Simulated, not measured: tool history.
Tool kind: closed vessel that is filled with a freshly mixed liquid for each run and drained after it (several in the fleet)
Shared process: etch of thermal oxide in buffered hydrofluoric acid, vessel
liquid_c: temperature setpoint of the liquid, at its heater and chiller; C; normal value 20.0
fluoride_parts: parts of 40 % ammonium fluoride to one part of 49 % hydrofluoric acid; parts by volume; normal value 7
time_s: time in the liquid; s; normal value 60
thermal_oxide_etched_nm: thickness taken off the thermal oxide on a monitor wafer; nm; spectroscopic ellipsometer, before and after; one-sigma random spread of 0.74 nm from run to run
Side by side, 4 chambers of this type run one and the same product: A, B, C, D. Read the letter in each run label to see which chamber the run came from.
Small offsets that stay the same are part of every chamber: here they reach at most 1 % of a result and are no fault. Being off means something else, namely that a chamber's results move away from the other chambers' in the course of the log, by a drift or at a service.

run    day  liquid_c  fluoride_parts  time_s  read-back film thickness of the thermal oxide reference wafer, read on the same gauge (nm)  thermal_oxide_etched_nm
 1A  0.262      20.0               7      60                                                                                      70.004                   77.762
 2D  0.546      20.0               7      60                                                                                      69.993                   78.297
 3C  0.683      20.0               7      60                                                                                      69.979                   78.179
 4B  0.904      20.0               7      60                                                                                      70.020                   76.937
 5D  1.092      20.0               7      60                                                                                      69.999                   79.225
 6A  1.333      20.0               7      60                                                                                      70.007                   76.484
 7B  1.521      20.0               7      60                                                                                      70.003                   77.328
 8C  1.821      20.0               7      60                                                                                      70.000                   77.882
 9C  1.971      17.0               9      60                                                                                      69.984                   49.885
10B  2.167      17.0               9      60                                                                                      70.004                   49.818
11D  2.446      17.0               9      60                                                                                      69.991                   49.983
12A  2.708      17.0               9      60                                                                                      70.010                   50.500
13B  2.996      20.0               7      60                                                                                      69.990                   78.554
14C  3.167      20.0               7      60                                                                                      70.024                   78.072
15D  3.383      24.5               7      60                                                                                      69.978                  101.050
16A  3.654      24.5               7      60                                                                                      70.015                   97.890
17C  3.912      24.5               7      60                                                                                      69.987                  100.070
18B  4.204      24.5               7      60                                                                                      69.987                  100.190
19D  4.358      20.0               7      60                                                                                      69.972                   79.245
20A  4.596      23.5               7      60                                                                                      70.013                   92.606
21C  4.883      23.5               7      60                                                                                      70.007                   92.885
22B  5.188      23.5               7      60                                                                                      70.008                   96.490
23A  5.450      23.5               7      60                                                                                      70.033                   94.605
24D  5.692      20.0               7      60                                                                                      69.984                   78.308
25D  5.954      20.0               7      60                                                                                      69.983                   78.060
26B  6.092      20.0               7      60                                                                                      69.997                   82.154
27A  6.350      20.0               7      60                                                                                      70.004                   77.989
28C  6.638      17.0               7      60                                                                                      70.013                   65.564
29D  6.904      17.0               7      60                                                                                      69.989                   66.416
30A  7.167      17.0               7      60                                                                                      69.972                   65.503
31C  7.425      17.0               7      60                                                                                      69.998                   67.284
32B  7.638      20.0               7      60                                                                                      69.998                   81.934
33D  7.883      20.0               7      60                                                                                      70.011                   79.157
34A  8.162      20.0               7      60                                                                                      69.977                   76.757
35C  8.392      20.0               7      60                                                                                      70.005                   78.699
36B  8.662      20.0               7      60                                                                                      69.998                   83.813
37B  8.800      20.0               7      60                                                                                      69.993                   84.306
38C  9.025      20.0               7      60                                                                                      70.020                   78.646
39A  9.271      21.5               7      60                                                                                      69.983                   84.278
40D  9.433      21.5               7      60                                                                                      70.000                   85.574
41D  9.667      21.5               7      60                                                                                      70.013                   84.292
42B  9.879      21.5               7      60                                                                                      70.008                   92.691

Which is it: a chamber that has drifted or been left off by a service, a gauge drift common to all chambers, or only each chamber's usual small offset? If a chamber is off, name it and its likeliest cause.

Chamber B drifts away from the others.
What lies behind it: hydrofluoric acid flow above the setpoint (%) = 12.2.
The log might look much the same if the cause were instead: liquid hotter than its thermometer reads (K).

Here are 4 candidates for chamber B's next run, each the usual settings with a change, their results left as question marks. Which one brings its results back in line with what the others give on the usual settings?
In-line tolerance around the mean of the other chambers on the usual settings: thermal_oxide_etched_nm 2.600 nm
43B-1  10.096      20.5               7      60                                                                                                                    ?
43B-2  10.096      19.5               7      60                                                                                                                    ?
43B-3  10.096      20.0               7      55                                                                                                                    ?
43B-4  10.096      20.0               7      65                                                                                                                    ?

The other chambers' mean on the usual settings: thermal_oxide_etched_nm 78.078 nm
  run  thermal_oxide_etched_nm
43B-1                   87.846
43B-2                   82.973
43B-3                   78.264
43B-4                   92.493
Change 43B-3 lands the chamber within the allowed miss of the other chambers.

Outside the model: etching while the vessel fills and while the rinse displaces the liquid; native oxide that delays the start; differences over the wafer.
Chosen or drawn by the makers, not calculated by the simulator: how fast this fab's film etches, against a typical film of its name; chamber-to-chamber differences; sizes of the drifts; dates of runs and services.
